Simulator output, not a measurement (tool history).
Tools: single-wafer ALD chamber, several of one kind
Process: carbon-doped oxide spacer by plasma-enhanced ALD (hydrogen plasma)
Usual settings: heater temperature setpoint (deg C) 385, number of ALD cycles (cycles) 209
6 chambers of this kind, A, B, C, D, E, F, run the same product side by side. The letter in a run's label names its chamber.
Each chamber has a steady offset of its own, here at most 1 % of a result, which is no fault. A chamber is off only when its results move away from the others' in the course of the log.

| run | day | heater temperature setpoint (deg C) | number of ALD cycles (cycles) | hours since the last thermocouple change | read-back reference wafer on the same gauge, thickness_nm | mean film thickness on the monitor wafer (nm) |
|---|---|---|---|---|---|---|
| 1C | 0.329 | 385 | 209 | 239.0 | 10.098 | 10.5000 |
| 2D | 0.579 | 385 | 209 | 80.4 | 10.100 | 10.4870 |
| 3A | 0.871 | 385 | 209 | 793.3 | 10.095 | 10.3910 |
| 4F | 1.054 | 385 | 209 | 619.2 | 10.094 | 10.4420 |
| 5B | 1.450 | 385 | 183 | 1860.5 | 10.092 | 9.1678 |
| 6E | 1.642 | 385 | 183 | 265.9 | 10.094 | 9.1070 |
| 7E | 1.983 | 385 | 183 | 274.1 | 10.092 | 9.1308 |
| 8A | 2.342 | 385 | 183 | 828.6 | 10.087 | 9.0767 |
| 9F | 2.521 | 385 | 183 | 654.4 | 10.088 | 9.1395 |
| 10B | 2.812 | 385 | 183 | 1893.2 | 10.088 | 9.1467 |
| 11D | 3.171 | 385 | 209 | 142.6 | 10.086 | 10.4720 |
| 12C | 3.575 | 394 | 209 | 316.9 | 10.087 | 10.5070 |
| 13D | 3.975 | 394 | 209 | 161.9 | 10.080 | 10.4750 |
| 14B | 4.392 | 394 | 209 | 1931.1 | 10.081 | 10.4430 |
| 15A | 4.575 | 394 | 209 | 882.2 | 10.081 | 10.3360 |
| 16C | 4.908 | 394 | 209 | 348.9 | 10.077 | 10.4870 |
| 17F | 5.200 | 394 | 209 | 718.7 | 10.076 | 10.4080 |
| 18E | 5.400 | 385 | 209 | 356.1 | 10.080 | 10.4210 |
| 19E | 5.812 | 385 | 209 | 366.0 | 10.076 | 10.4330 |
| 20D | 6.204 | 385 | 209 | 215.4 | 10.072 | 10.4790 |
| 21A | 6.412 | 385 | 209 | 926.3 | 10.073 | 10.3340 |
| 22B | 6.600 | 385 | 209 | 1984.1 | 10.072 | 10.4360 |
| 23C | 7.017 | 375 | 232 | 399.5 | 10.070 | 11.6320 |
| 24F | 7.412 | 375 | 232 | 771.8 | 10.066 | 11.5860 |
| 25B | 7.808 | 375 | 232 | 2013.1 | 10.069 | 11.5950 |
| 26E | 8.212 | 375 | 232 | 423.6 | 10.062 | 11.5660 |
| 27F | 8.429 | 375 | 232 | 796.2 | 10.067 | 11.5490 |
| 28C | 8.696 | 375 | 232 | 439.8 | 10.062 | 11.6090 |
| 29A | 9.050 | 380 | 192 | 989.6 | 10.061 | 9.5069 |
| 30D | 9.462 | 380 | 192 | 293.6 | 10.060 | 9.5873 |
| 31F | 9.700 | 380 | 192 | 826.7 | 10.061 | 9.5758 |
| 32C | 9.904 | 380 | 192 | 468.8 | 10.057 | 9.5983 |
| 33E | 10.142 | 380 | 192 | 469.9 | 10.059 | 9.5676 |
| 34B | 10.371 | 380 | 192 | 2074.6 | 10.058 | 9.5803 |
| 35D | 10.762 | 385 | 209 | 324.8 | 10.054 | 10.4450 |
| 36A | 11.092 | 385 | 209 | 1038.6 | 10.056 | 10.3180 |
| 37E | 11.479 | 385 | 209 | 502.0 | 10.051 | 10.3870 |

Is one chamber off against the others, does the gauge drift, or is nothing wrong? If a chamber is off, say which, and what the likeliest cause is.

The gauge drifts, so all chambers seem to drift together. No chamber is off.
Cause: gauge reads low (%) = 0.494.
